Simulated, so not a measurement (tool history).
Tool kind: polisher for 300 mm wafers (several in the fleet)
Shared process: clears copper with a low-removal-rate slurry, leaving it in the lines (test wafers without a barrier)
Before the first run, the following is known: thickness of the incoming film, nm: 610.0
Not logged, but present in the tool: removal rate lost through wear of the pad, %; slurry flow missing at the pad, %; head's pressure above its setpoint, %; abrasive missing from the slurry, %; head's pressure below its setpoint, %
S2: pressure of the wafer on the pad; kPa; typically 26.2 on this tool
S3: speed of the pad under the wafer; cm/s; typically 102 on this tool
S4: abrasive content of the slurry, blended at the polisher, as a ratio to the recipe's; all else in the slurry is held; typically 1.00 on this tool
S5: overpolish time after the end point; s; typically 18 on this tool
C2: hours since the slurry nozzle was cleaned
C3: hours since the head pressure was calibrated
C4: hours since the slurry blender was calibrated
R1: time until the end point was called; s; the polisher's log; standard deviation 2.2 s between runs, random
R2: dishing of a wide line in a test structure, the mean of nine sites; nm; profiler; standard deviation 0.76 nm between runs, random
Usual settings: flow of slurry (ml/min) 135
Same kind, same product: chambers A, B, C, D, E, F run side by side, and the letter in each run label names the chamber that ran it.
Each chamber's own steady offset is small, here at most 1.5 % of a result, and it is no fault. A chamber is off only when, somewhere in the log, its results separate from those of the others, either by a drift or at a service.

{"run": "1C", "day": 0.183, "flow of slurry (ml/min)": 135, "S2": 26.2, "S3": 102, "S4": 1.0, "S5": 18, "wafers polished on this pad": 650, "C2": 118.3, "C3": 614.3, "C4": 39.3, "R1": 146.34, "R2": 33.225}
{"day": 0.346, "done": "chamber A: worn pad replaced by a new one"}
{"run": "2F", "day": 0.425, "flow of slurry (ml/min)": 135, "S2": 26.2, "S3": 102, "S4": 1.0, "S5": 18, "wafers polished on this pad": 436, "C2": 355.8, "C3": 648.4, "C4": 89.9, "R1": 146.44, "R2": 31.29}
{"run": "3B", "day": 0.758, "flow of slurry (ml/min)": 135, "S2": 26.2, "S3": 102, "S4": 1.0, "S5": 18, "wafers polished on this pad": 1503, "C2": 245.1, "C3": 151.1, "C4": 380.2, "R1": 143.46, "R2": 33.001}
{"run": "4A", "day": 0.971, "flow of slurry (ml/min)": 135, "S2": 26.2, "S3": 102, "S4": 1.0, "S5": 18, "wafers polished on this pad": 137, "C2": 484.5, "C3": 678.3, "C4": 134.5, "R1": 141.84, "R2": 31.541}
{"day": 1.108, "done": "chamber C: worn pad replaced by a new one"}
{"run": "5D", "day": 1.229, "flow of slurry (ml/min)": 135, "S2": 26.2, "S3": 102, "S4": 1.0, "S5": 18, "wafers polished on this pad": 1309, "C2": 46.7, "C3": 575.0, "C4": 173.3, "R1": 149.75, "R2": 32.069}
{"day": 1.292, "done": "chamber B: worn pad replaced by a new one"}
{"day": 1.304, "done": "chamber E: slurry nozzle cleaned"}
{"run": "6E", "day": 1.571, "flow of slurry (ml/min)": 135, "S2": 22.1, "S3": 102, "S4": 0.85, "S5": 18, "wafers polished on this pad": 387, "C2": 6.4, "C3": 704.6, "C4": 121.8, "R1": 172.05, "R2": 28.591}
{"run": "7F", "day": 1.738, "flow of slurry (ml/min)": 135, "S2": 22.1, "S3": 102, "S4": 0.85, "S5": 18, "wafers polished on this pad": 725, "C2": 387.3, "C3": 679.9, "C4": 121.4, "R1": 176.24, "R2": 28.652}
{"run": "8E", "day": 1.938, "flow of slurry (ml/min)": 135, "S2": 22.1, "S3": 102, "S4": 0.85, "S5": 18, "wafers polished on this pad": 468, "C2": 15.2, "C3": 713.4, "C4": 130.6, "R1": 177.03, "R2": 28.364}
{"run": "9C", "day": 2.192, "flow of slurry (ml/min)": 135, "S2": 22.1, "S3": 102, "S4": 0.85, "S5": 18, "wafers polished on this pad": 239, "C2": 166.5, "C3": 662.5, "C4": 87.5, "R1": 180.69, "R2": 28.719}
{"day": 2.35, "done": "chamber E: worn pad replaced by a new one"}
{"run": "10B", "day": 2.429, "flow of slurry (ml/min)": 135, "S2": 22.1, "S3": 102, "S4": 0.85, "S5": 18, "wafers polished on this pad": 251, "C2": 285.2, "C3": 191.2, "C4": 420.3, "R1": 176.5, "R2": 29.458}
{"day": 2.525, "done": "chamber D: worn pad replaced by a new one"}
{"run": "11D", "day": 2.612, "flow of slurry (ml/min)": 135, "S2": 22.1, "S3": 102, "S4": 0.85, "S5": 18, "wafers polished on this pad": 20, "C2": 79.9, "C3": 608.2, "C4": 206.5, "R1": 183.85, "R2": 27.645}
{"run": "12A", "day": 2.9, "flow of slurry (ml/min)": 135, "S2": 26.2, "S3": 102, "S4": 1.0, "S5": 18, "wafers polished on this pad": 563, "C2": 530.8, "C3": 724.6, "C4": 180.8, "R1": 143.8, "R2": 31.938}
{"day": 3.071, "done": "chamber F: worn pad replaced by a new one"}
{"day": 3.117, "done": "chamber E: slurry blender recalibrated"}
{"run": "13C", "day": 3.117, "flow of slurry (ml/min)": 135, "S2": 26.2, "S3": 102, "S4": 1.0, "S5": 22, "wafers polished on this pad": 443, "C2": 188.7, "C3": 684.7, "C4": 109.7, "R1": 144.78, "R2": 34.399}
{"day": 3.225, "done": "chamber D: slurry blender recalibrated"}
{"day": 3.258, "done": "chamber C: slurry blender recalibrated"}
{"day": 3.304, "done": "chamber C: head pressure recalibrated"}
{"run": "14E", "day": 3.35, "flow of slurry (ml/min)": 135, "S2": 26.2, "S3": 102, "S4": 1.0, "S5": 22, "wafers polished on this pad": 220, "C2": 49.1, "C3": 747.3, "C4": 5.6, "R1": 145.38, "R2": 33.609}
{"run": "15F", "day": 3.583, "flow of slurry (ml/min)": 135, "S2": 26.2, "S3": 102, "S4": 1.0, "S5": 22, "wafers polished on this pad": 113, "C2": 431.6, "C3": 724.2, "C4": 165.7, "R1": 143.88, "R2": 35.266}
{"day": 3.779, "done": "chamber A: slurry nozzle cleaned"}
{"run": "16D", "day": 3.892, "flow of slurry (ml/min)": 135, "S2": 26.2, "S3": 102, "S4": 1.0, "S5": 22, "wafers polished on this pad": 302, "C2": 110.6, "C3": 638.9, "C4": 16.0, "R1": 147.35, "R2": 34.114}
{"run": "17A", "day": 4.183, "flow of slurry (ml/min)": 135, "S2": 26.2, "S3": 102, "S4": 1.0, "S5": 22, "wafers polished on this pad": 845, "C2": 9.8, "C3": 755.4, "C4": 211.6, "R1": 142.12, "R2": 33.667}
{"day": 4.208, "done": "chamber F: slurry blender recalibrated"}
{"run": "18B", "day": 4.45, "flow of slurry (ml/min)": 135, "S2": 26.2, "S3": 102, "S4": 1.0, "S5": 22, "wafers polished on this pad": 696, "C2": 333.7, "C3": 239.7, "C4": 468.8, "R1": 142.87, "R2": 35.085}
{"run": "19C", "day": 4.646, "flow of slurry (ml/min)": 135, "S2": 31.7, "S3": 76, "S4": 1.0, "S5": 18, "wafers polished on this pad": 780, "C2": 225.4, "C3": 32.3, "C4": 33.3, "R1": 163.96, "R2": 31.717}
{"day": 4.746, "done": "chamber E: worn pad replaced by a new one"}
{"run": "20F", "day": 4.904, "flow of slurry (ml/min)": 135, "S2": 31.7, "S3": 76, "S4": 1.0, "S5": 18, "wafers polished on this pad": 404, "C2": 463.3, "C3": 755.9, "C4": 16.8, "R1": 160.4, "R2": 29.785}
{"day": 5.004, "done": "chamber B: slurry blender recalibrated"}
{"day": 5.046, "done": "chamber A: worn pad replaced by a new one"}
{"run": "21B", "day": 5.092, "flow of slurry (ml/min)": 135, "S2": 31.7, "S3": 76, "S4": 1.0, "S5": 18, "wafers polished on this pad": 838, "C2": 349.1, "C3": 255.1, "C4": 2.2, "R1": 157.55, "R2": 30.075}
{"run": "22D", "day": 5.408, "flow of slurry (ml/min)": 135, "S2": 31.7, "S3": 76, "S4": 1.0, "S5": 18, "wafers polished on this pad": 636, "C2": 147.0, "C3": 675.3, "C4": 52.4, "R1": 167.71, "R2": 30.478}
{"day": 5.429, "done": "chamber C: worn pad replaced by a new one"}
{"day": 5.471, "done": "chamber F: slurry nozzle cleaned"}
{"run": "23A", "day": 5.771, "flow of slurry (ml/min)": 135, "S2": 31.7, "S3": 76, "S4": 1.0, "S5": 18, "wafers polished on this pad": 159, "C2": 47.9, "C3": 793.5, "C4": 249.7, "R1": 158.33, "R2": 31.403}
{"run": "24E", "day": 6.096, "flow of slurry (ml/min)": 135, "S2": 31.7, "S3": 76, "S4": 1.0, "S5": 18, "wafers polished on this pad": 297, "C2": 115.0, "C3": 813.2, "C4": 71.5, "R1": 160.6, "R2": 29.907}
{"run": "25F", "day": 6.433, "flow of slurry (ml/min)": 135, "S2": 26.2, "S3": 102, "S4": 1.0, "S5": 18, "wafers polished on this pad": 741, "C2": 23.2, "C3": 792.6, "C4": 53.5, "R1": 141.36, "R2": 31.272}
{"run": "26A", "day": 6.729, "flow of slurry (ml/min)": 135, "S2": 26.2, "S3": 102, "S4": 1.0, "S5": 18, "wafers polished on this pad": 371, "C2": 70.9, "C3": 816.5, "C4": 272.7, "R1": 145.37, "R2": 32.223}
{"run": "27D", "day": 7.092, "flow of slurry (ml/min)": 135, "S2": 26.2, "S3": 102, "S4": 1.0, "S5": 18, "wafers polished on this pad": 1007, "C2": 187.4, "C3": 715.7, "C4": 92.8, "R1": 157.83, "R2": 32.194}
{"run": "28E", "day": 7.421, "flow of slurry (ml/min)": 135, "S2": 26.2, "S3": 102, "S4": 1.0, "S5": 18, "wafers polished on this pad": 589, "C2": 146.8, "C3": 845.0, "C4": 103.3, "R1": 144.56, "R2": 31.543}
{"day": 7.521, "done": "chamber E: worn pad replaced by a new one"}
{"day": 7.567, "done": "chamber A: slurry blender recalibrated"}
{"run": "29B", "day": 7.596, "flow of slurry (ml/min)": 135, "S2": 26.2, "S3": 102, "S4": 1.0, "S5": 18, "wafers polished on this pad": 1390, "C2": 409.2, "C3": 315.2, "C4": 62.3, "R1": 139.82, "R2": 32.703}
{"run": "30C", "day": 7.846, "flow of slurry (ml/min)": 135, "S2": 26.2, "S3": 102, "S4": 1.0, "S5": 18, "wafers polished on this pad": 533, "C2": 302.2, "C3": 109.1, "C4": 110.1, "R1": 144.99, "R2": 32.582}
{"day": 7.888, "done": "chamber F: worn pad replaced by a new one"}
{"run": "31F", "day": 8.125, "flow of slurry (ml/min)": 135, "S2": 26.2, "S3": 102, "S4": 1.0, "S5": 18, "wafers polished on this pad": 52, "C2": 63.8, "C3": 833.2, "C4": 94.1, "R1": 144.3, "R2": 31.071}
{"day": 8.279, "done": "chamber B: worn pad replaced by a new one"}
{"run": "32A", "day": 8.388, "flow of slurry (ml/min)": 135, "S2": 26.2, "S3": 102, "S4": 1.0, "S5": 18, "wafers polished on this pad": 736, "C2": 110.7, "C3": 856.3, "C4": 19.7, "R1": 138.0, "R2": 31.593}
{"run": "33E", "day": 8.712, "flow of slurry (ml/min)": 135, "S2": 26.2, "S3": 102, "S4": 0.9, "S5": 18, "wafers polished on this pad": 263, "C2": 177.8, "C3": 876.0, "C4": 134.3, "R1": 147.61, "R2": 30.981}
{"run": "34D", "day": 8.904, "flow of slurry (ml/min)": 135, "S2": 26.2, "S3": 102, "S4": 0.9, "S5": 18, "wafers polished on this pad": 1406, "C2": 230.9, "C3": 759.2, "C4": 136.3, "R1": 164.23, "R2": 31.183}
{"day": 9.004, "done": "chamber C: worn pad replaced by a new one"}
{"day": 9.017, "done": "chamber C: slurry blender recalibrated"}
{"run": "35C", "day": 9.092, "flow of slurry (ml/min)": 135, "S2": 26.2, "S3": 102, "S4": 0.9, "S5": 18, "wafers polished on this pad": 19, "C2": 332.1, "C3": 139.0, "C4": 1.8, "R1": 144.51, "R2": 32.41}
{"run": "36B", "day": 9.258, "flow of slurry (ml/min)": 135, "S2": 26.2, "S3": 102, "S4": 0.9, "S5": 18, "wafers polished on this pad": 216, "C2": 449.1, "C3": 355.1, "C4": 102.2, "R1": 148.31, "R2": 32.104}

Each of the 6 chambers runs these same settings next. Fill in every chamber's results:
{"run": "37A", "day": 9.517, "flow of slurry (ml/min)": 135, "S2": 26.2, "S3": 102, "S4": 1.0, "S5": 13, "R1": "?", "R2": "?"}
{"run": "37B", "day": 9.517, "flow of slurry (ml/min)": 135, "S2": 26.2, "S3": 102, "S4": 1.0, "S5": 13, "R1": "?", "R2": "?"}
{"run": "37C", "day": 9.517, "flow of slurry (ml/min)": 135, "S2": 26.2, "S3": 102, "S4": 1.0, "S5": 13, "R1": "?", "R2": "?"}
{"run": "37D", "day": 9.517, "flow of slurry (ml/min)": 135, "S2": 26.2, "S3": 102, "S4": 1.0, "S5": 13, "R1": "?", "R2": "?"}
{"run": "37E", "day": 9.517, "flow of slurry (ml/min)": 135, "S2": 26.2, "S3": 102, "S4": 1.0, "S5": 13, "R1": "?", "R2": "?"}
{"run": "37F", "day": 9.517, "flow of slurry (ml/min)": 135, "S2": 26.2, "S3": 102, "S4": 1.0, "S5": 13, "R1": "?", "R2": "?"}

run=37A R1=138.49 R2=26.879
run=37B R1=146.97 R2=27.732
run=37C R1=143.92 R2=28.098
run=37D R1=161.06 R2=25.255
run=37E R1=143.85 R2=26.719
run=37F R1=146.05 R2=27.446

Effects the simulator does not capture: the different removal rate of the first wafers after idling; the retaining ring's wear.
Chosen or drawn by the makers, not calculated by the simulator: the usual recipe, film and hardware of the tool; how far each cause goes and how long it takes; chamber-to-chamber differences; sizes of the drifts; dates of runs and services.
